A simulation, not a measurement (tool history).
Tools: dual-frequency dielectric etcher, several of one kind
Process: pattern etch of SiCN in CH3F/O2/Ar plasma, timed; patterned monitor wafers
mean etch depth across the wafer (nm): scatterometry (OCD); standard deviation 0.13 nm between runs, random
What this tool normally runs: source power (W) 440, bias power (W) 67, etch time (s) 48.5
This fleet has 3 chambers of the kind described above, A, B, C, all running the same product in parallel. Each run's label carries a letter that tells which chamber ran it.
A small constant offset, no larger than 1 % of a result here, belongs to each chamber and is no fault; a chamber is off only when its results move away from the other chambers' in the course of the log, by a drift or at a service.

run,hour,source power (W),bias power (W),etch time (s),hours since the last wet clean,hours since the last source power generator calibration,hours since the last bias power generator calibration,"read-back reference wafer on the same gauge, depth_nm",mean etch depth across the wafer (nm)
# hour 2.8: chamber B: wet clean of the chamber
1A,6.1,440,67,48.5,160.3,1263.8,1653.6,15.100,18.439
2C,11.4,440,67,48.5,460.6,3210.9,1043.6,15.114,18.333
3B,16.6,440,67,48.5,13.8,2498.9,3634.8,15.086,17.964
4C,24.8,440,67,48.5,474.0,3224.3,1057.0,15.091,18.748
5A,34.5,440,74,48.5,188.7,1292.2,1682.0,15.085,18.890
6B,40.3,440,74,48.5,37.5,2522.6,3658.5,15.099,18.973
7A,49.1,440,74,48.5,203.3,1306.8,1696.6,15.126,18.944
8B,57.7,440,67,48.5,54.9,2540.0,3675.9,15.103,18.342
9C,65.2,340,67,39.0,514.4,3264.7,1097.4,15.123,13.530
10B,72.3,340,67,39.0,69.5,2554.6,3690.5,15.103,13.288
11C,79.1,340,67,39.0,528.3,3278.6,1111.3,15.085,13.357
12A,84.4,440,67,48.5,238.6,1342.1,1731.9,15.100,18.241
13C,91.0,440,67,48.5,540.2,3290.5,1123.2,15.123,18.465
14B,96.0,440,67,48.5,93.2,2578.3,3714.2,15.077,18.117
15A,103.5,440,67,48.5,257.7,1361.2,1751.0,15.132,18.323
16A,109.1,440,67,48.5,263.3,1366.8,1756.6,15.098,18.508
17C,116.4,480,67,40.5,565.6,3315.9,1148.6,15.081,15.712
# hour 123.2: chamber C: wet clean of the chamber
18B,126.5,480,67,40.5,123.7,2608.8,3744.7,15.080,15.854
19A,133.6,480,67,40.5,287.8,1391.3,1781.1,15.107,16.092
20B,138.8,440,67,48.5,136.0,2621.1,3757.0,15.098,18.287
21C,148.6,440,67,48.5,25.5,3348.1,1180.8,15.074,18.622
22A,157.4,440,67,48.5,311.6,1415.1,1804.9,15.110,18.215
23B,164.0,440,67,48.5,161.2,2646.3,3782.2,15.106,18.237
24C,168.8,440,67,48.5,45.7,3368.3,1201.0,15.090,18.483

All 3 chambers run these settings next. Forecast each chamber's results:
25A,176.5,440,67,55.0,,,,,?
25B,176.5,440,67,55.0,,,,,?
25C,176.5,440,67,55.0,,,,,?

run,mean etch depth across the wafer (nm)
25A,20.916
25B,20.599
25C,21.117
